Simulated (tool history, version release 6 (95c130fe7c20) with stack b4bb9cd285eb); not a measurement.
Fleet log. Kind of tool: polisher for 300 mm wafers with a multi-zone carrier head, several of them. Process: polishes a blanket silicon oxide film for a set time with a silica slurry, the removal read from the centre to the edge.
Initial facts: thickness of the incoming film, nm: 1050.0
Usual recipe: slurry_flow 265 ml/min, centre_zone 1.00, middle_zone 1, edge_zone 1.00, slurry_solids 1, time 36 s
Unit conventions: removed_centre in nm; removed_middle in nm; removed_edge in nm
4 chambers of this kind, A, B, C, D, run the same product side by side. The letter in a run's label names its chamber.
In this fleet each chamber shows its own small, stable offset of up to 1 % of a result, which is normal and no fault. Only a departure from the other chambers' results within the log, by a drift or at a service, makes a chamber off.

run     day  slurry_flow  centre_zone  middle_zone  edge_zone  slurry_solids  time  removed_centre  removed_middle  removed_edge
 1D   0.558          265         1.00            1       1.00              1    36          79.923          79.111        78.921
      0.842  -- chamber B: worn pad replaced by a new one
      0.975  -- chamber B: edge zone pressure recalibrated
 2B   1.029          265         1.00            1       1.00              1    36          80.141          77.506        80.104
 3A   1.450          265         1.00            1       1.00              1    36          78.624          78.319        79.294
      1.758  -- chamber A: worn pad replaced by a new one
 4C   1.921          265         1.00            1       1.00              1    36          79.656          78.491        78.576
      2.217  -- chamber D: worn pad replaced by a new one
 5B   2.317          265         1.00            1       1.00              1    36          79.569          77.353        79.088
      2.450  -- chamber C: worn pad replaced by a new one
 6C   2.712          265         1.00            1       1.00              1    36          78.443          78.191        80.718
 7D   3.079          265         1.00            1       1.00              1    36          77.906          79.949        78.314
      3.467  -- chamber B: centre zone pressure recalibrated
 8A   3.512          265         1.00            1       0.90              1    36          79.084          78.848        75.245
 9D   3.946          265         1.00            1       0.90              1    36          81.403          80.420        75.344
      4.083  -- chamber B: worn pad replaced by a new one
      4.358  -- chamber D: slurry nozzle cleaned
10C   4.467          265         1.00            1       0.90              1    36          77.207          76.438        75.658
11B   4.996          265         1.00            1       0.90              1    36          77.523          75.920        74.403
      5.517  -- chamber A: worn pad replaced by a new one
12A   5.517          265         1.00            1       1.00              1    36          80.387          78.078        79.148
13C   5.992          265         1.00            1       1.00              1    36          78.730          78.853        79.891
      6.175  -- chamber D: worn pad replaced by a new one
      6.217  -- chamber A: edge zone pressure recalibrated
      6.417  -- chamber A: slurry nozzle cleaned
14B   6.483          265         1.00            1       1.00              1    36          78.965          78.984        81.447
      6.562  -- chamber C: worn pad replaced by a new one
15D   6.762          265         1.00            1       1.00              1    36          77.648          78.596        79.115
16A   7.292          265         1.00            1       1.00              1    36          80.105          78.840        79.780
      7.538  -- chamber B: worn pad replaced by a new one
17D   7.725          265         1.05            1       0.95              1    36          83.648          77.647        76.736
18C   8.258          265         1.05            1       0.95              1    36          82.255          77.243        77.072
19A   8.650          265         1.05            1       0.95              1    36          84.876          79.550        76.161
20B   9.204          265         1.05            1       0.95              1    36          83.364          78.418        74.973
      9.208  -- chamber A: worn pad replaced by a new one
21C   9.671          265         1.00            1       1.00              1    36          77.981          79.654        80.181
22D  10.092          265         1.00            1       1.00              1    36          79.408          79.485        79.618
23B  10.542          265         1.00            1       1.00              1    36          78.418          79.030        81.246
     10.696  -- chamber D: worn pad replaced by a new one
     10.800  -- chamber C: slurry nozzle cleaned
     10.825  -- chamber C: worn pad replaced by a new one
24A  10.921          265         1.00            1       1.00              1    36          80.038          79.877        78.458
     11.038  -- chamber B: worn pad replaced by a new one
25C  11.246          265         1.00            1       1.00              1    36          79.213          77.577        78.773
26A  11.762          265         1.11            1       1.00              1    47         117.050         105.000       106.460
     12.129  -- chamber B: slurry nozzle cleaned
27D  12.338          265         1.11            1       1.00              1    47         115.710         101.100       101.400
     12.512  -- chamber A: worn pad replaced by a new one
28B  12.888          265         1.11            1       1.00              1    47         114.360         101.650       101.820
29D  13.196          265         1.11            1       1.00              1    47         116.640         104.130       105.510
30B  13.529          265         1.00            1       1.00              1    36          79.001          78.000        79.591
     13.904  -- chamber B: worn pad replaced by a new one
31C  14.012          265         1.00            1       1.00              1    36          81.074          78.138        80.065
32A  14.308          265         1.00            1       1.00              1    25          54.166          54.560        54.186
33A  14.592          265         1.00            1       1.00              1    25          55.103          54.918        54.838
     14.958  -- chamber C: centre zone pressure recalibrated
34C  15.154          265         1.00            1       1.00              1    25          55.429          55.194        55.127
     15.292  -- chamber D: worn pad replaced by a new one
35B  15.592          265         1.00            1       1.00              1    25          53.961          53.404        54.353
     15.633  -- chamber C: worn pad replaced by a new one
36D  15.867          200         1.00            1       1.00              1    36          76.107          75.471        76.715
     16.038  -- chamber A: worn pad replaced by a new one
37C  16.275          200         1.00            1       1.00              1    36          76.140          76.181        77.071
38A  16.546          200         1.00            1       1.00              1    36          76.984          74.895        77.092

Decide between three cases: one chamber stands off from its peers, the gauge reading all wafers drifts, or nothing is wrong past each chamber's small offset. Where a chamber is off, say which and what most likely put it there.

No chamber is off and the gauge is stable; the differences are just each chamber's small, constant offset.
